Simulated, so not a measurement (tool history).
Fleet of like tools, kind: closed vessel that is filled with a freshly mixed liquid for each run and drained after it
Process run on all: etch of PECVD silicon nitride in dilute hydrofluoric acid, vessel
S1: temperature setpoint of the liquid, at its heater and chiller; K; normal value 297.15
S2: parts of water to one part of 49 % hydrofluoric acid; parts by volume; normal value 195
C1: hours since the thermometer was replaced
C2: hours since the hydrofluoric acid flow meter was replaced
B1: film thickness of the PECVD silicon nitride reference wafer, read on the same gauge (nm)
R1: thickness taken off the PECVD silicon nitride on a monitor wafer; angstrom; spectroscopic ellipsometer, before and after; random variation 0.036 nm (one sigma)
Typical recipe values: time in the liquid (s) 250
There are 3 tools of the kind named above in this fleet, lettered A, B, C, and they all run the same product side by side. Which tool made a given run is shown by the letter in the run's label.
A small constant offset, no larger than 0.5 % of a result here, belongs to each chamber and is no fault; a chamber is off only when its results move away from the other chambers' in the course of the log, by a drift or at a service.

run 1C hour=11.7 | S1=297.15 S2=195 time_in_the_liquid_(s)=250 | C1=69.3 C2=371.2 | B1=70.027 | R1=53.647
run 2B hour=22.4 | S1=297.15 S2=195 time_in_the_liquid_(s)=250 | C1=602.1 C2=594.6 | B1=69.979 | R1=53.276
run 3A hour=31.5 | S1=297.15 S2=195 time_in_the_liquid_(s)=250 | C1=602.9 C2=433.9 | B1=70.009 | R1=53.257
run 4B hour=39.3 | S1=297.15 S2=195 time_in_the_liquid_(s)=250 | C1=619.0 C2=611.5 | B1=69.999 | R1=53.247
run 5A hour=47.9 | S1=297.15 S2=195 time_in_the_liquid_(s)=250 | C1=619.3 C2=450.3 | B1=70.002 | R1=53.313
run 6C hour=58.5 | S1=297.15 S2=195 time_in_the_liquid_(s)=250 | C1=116.1 C2=418.0 | B1=69.993 | R1=52.680
run 7C hour=66.3 | S1=297.15 S2=195 time_in_the_liquid_(s)=250 | C1=123.9 C2=425.8 | B1=69.990 | R1=53.328
run 8B hour=76.9 | S1=297.15 S2=195 time_in_the_liquid_(s)=250 | C1=656.6 C2=649.1 | B1=70.008 | R1=52.618
run 9A hour=88.5 | S1=297.15 S2=195 time_in_the_liquid_(s)=250 | C1=659.9 C2=490.9 | B1=70.012 | R1=53.429
run 10B hour=96.3 | S1=297.15 S2=195 time_in_the_liquid_(s)=350 | C1=676.0 C2=668.5 | B1=69.995 | R1=72.971
run 11C hour=107.1 | S1=297.15 S2=195 time_in_the_liquid_(s)=350 | C1=164.7 C2=466.6 | B1=70.010 | R1=73.903
run 12A hour=120.9 | S1=297.15 S2=195 time_in_the_liquid_(s)=350 | C1=692.3 C2=523.3 | B1=70.003 | R1=75.178
run 13C hour=133.0 | S1=297.15 S2=105 time_in_the_liquid_(s)=250 | C1=190.6 C2=492.5 | B1=70.008 | R1=97.253
run 14A hour=144.6 | S1=297.15 S2=105 time_in_the_liquid_(s)=250 | C1=716.0 C2=547.0 | B1=70.005 | R1=97.442
run 15B hour=151.3 | S1=297.15 S2=105 time_in_the_liquid_(s)=250 | C1=731.0 C2=723.5 | B1=70.005 | R1=92.275
run 16C hour=164.8 | S1=297.15 S2=195 time_in_the_liquid_(s)=250 | C1=222.4 C2=524.3 | B1=70.013 | R1=52.962
run 17B hour=178.6 | S1=297.15 S2=195 time_in_the_liquid_(s)=250 | C1=758.3 C2=750.8 | B1=70.013 | R1=49.727
run 18A hour=184.9 | S1=297.15 S2=195 time_in_the_liquid_(s)=250 | C1=756.3 C2=587.3 | B1=70.005 | R1=53.504
run 19B hour=196.9 | S1=297.15 S2=195 time_in_the_liquid_(s)=250 | C1=776.6 C2=769.1 | B1=69.996 | R1=49.958
run 20C hour=210.6 | S1=295.15 S2=195 time_in_the_liquid_(s)=185 | C1=268.2 C2=570.1 | B1=69.997 | R1=34.622

All 3 chambers run these settings next. Forecast each chamber's results:
run 21A hour=220.8 | S1=297.15 S2=195 time_in_the_liquid_(s)=250 | R1=?
run 21B hour=220.8 | S1=297.15 S2=195 time_in_the_liquid_(s)=250 | R1=?
run 21C hour=220.8 | S1=297.15 S2=195 time_in_the_liquid_(s)=250 | R1=?

run=21A R1=53.409
run=21B R1=49.370
run=21C R1=52.837
